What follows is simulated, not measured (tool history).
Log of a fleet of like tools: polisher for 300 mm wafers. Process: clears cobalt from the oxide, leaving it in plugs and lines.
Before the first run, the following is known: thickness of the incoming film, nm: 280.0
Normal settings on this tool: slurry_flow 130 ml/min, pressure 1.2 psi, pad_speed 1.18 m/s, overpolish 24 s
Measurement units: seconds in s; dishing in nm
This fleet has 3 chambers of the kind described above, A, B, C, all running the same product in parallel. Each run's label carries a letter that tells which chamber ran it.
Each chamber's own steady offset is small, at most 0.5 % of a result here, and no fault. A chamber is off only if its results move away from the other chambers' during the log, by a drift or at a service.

run	day	slurry_flow	pressure	pad_speed	overpolish	wafers polished on this pad	hours since the slurry nozzle was cleaned	hours since the head pressure was calibrated	seconds	dishing
1C	0.125	130	1.2	1.18	24	349	67.4	622	96.69	42.188
2B	0.246	130	1.2	1.18	24	173	326.4	78	93.259	41.913
3A	0.329	130	1.2	1.18	24	354	13.8	138.9	96.885	44.587
4C	0.433	130	1.2	1.18	24	419	74.8	629.4	94.523	43.847
5A	0.571	130	1.2	1.18	24	409	19.6	144.7	96.057	42.429
6B	0.721	130	1.2	1.18	24	280	337.8	89.4	95.92	42.359
7C	0.838	130	1.2	1.18	24	510	84.5	639.1	94.52	44.547
8B	0.962	130	1.2	1.18	24	334	343.6	95.2	95.064	43.166
9A	1.075	130	1.2	1.18	24	522	31.7	156.8	95.871	42.523
10A	1.212	130	1.2	1.18	24	553	35	160.1	96.401	42.526
11B	1.321	130	1.2	1.58	24	415	352.2	103.8	69.551	50.303
12C	1.421	130	1.2	1.58	24	641	98.5	653.1	69.271	50.662
13B	1.512	130	1.2	1.58	24	458	356.8	108.4	71.561	47.412
14A	1.646	130	1.2	1.18	24	651	45.4	170.5	95.196	43.564
15C	1.746	145	0.9	1.18	24	714	106.3	660.9	125.21	35.984
16B	1.854	145	0.9	1.18	24	535	365	116.6	123.11	36.473
17C	2.025	145	0.9	1.18	24	777	113	667.6	124.74	37.847
18A	2.117	130	1.2	1.18	24	757	56.7	181.8	94.345	44.047
19B	2.242	130	1.2	1.18	24	622	374.3	125.9	94.901	43.125
# day 2.267: chamber A: worn pad replaced by a new one
20A	2.379	130	1.2	1.18	24	25	63	188.1	96.741	43.127
21C	2.546	130	1.2	1.18	24	894	125.5	680.1	94.869	43.618
22C	2.683	130	1.2	1.18	24	925	128.8	683.4	94.234	44.133
23B	2.767	130	1.2	1.18	24	740	386.9	138.5	94.671	42.091
# day 2.775: chamber B: worn pad replaced by a new one
24A	2.938	130	1.2	1.18	24	150	76.4	201.5	96.489	43.327
# day 3.017: chamber C: worn pad replaced by a new one
25B	3.033	130	1.2	1.18	24	58	393.3	144.9	95.114	43.655
26C	3.117	130	1.2	1.18	24	22	139.2	693.8	93.839	42.975
27A	3.221	130	1.2	1.18	24	214	83.2	208.3	95.639	43.762
28A	3.329	130	1.2	1.18	24	239	85.8	210.9	95.125	43.849
29B	3.421	130	1.2	1.18	24	145	402.6	154.2	95.95	42.846
30C	3.571	165	1.2	1.18	24	124	150.1	704.7	91.088	44.796
31A	3.65	165	1.2	1.18	24	311	93.5	218.6	92.063	44.501
32B	3.821	165	1.2	1.18	24	235	412.2	163.8	88.893	43.17
33C	3.971	130	1.2	1.18	24	214	159.7	714.3	95.494	44.053
34C	4.112	130	1.2	1.18	24	246	163.1	717.7	94.102	43.089
35A	4.258	130	1.2	1.18	24	447	108.1	233.2	94.283	43.61
# day 4.358: chamber C: head pressure recalibrated
36B	4.421	130	1.2	1.18	24	370	426.6	178.2	94.014	43.352
37C	4.508	130	1.2	1.18	24	335	172.6	3.6	93.711	42.991

Has any chamber moved away from the others, gradually or after a service, or does the common gauge drift, or do the chambers differ only by their own small steady offsets? State the chamber and the most likely cause if one applies.

Beyond each chamber's small constant offset nothing stands out, and the gauge stays steady.

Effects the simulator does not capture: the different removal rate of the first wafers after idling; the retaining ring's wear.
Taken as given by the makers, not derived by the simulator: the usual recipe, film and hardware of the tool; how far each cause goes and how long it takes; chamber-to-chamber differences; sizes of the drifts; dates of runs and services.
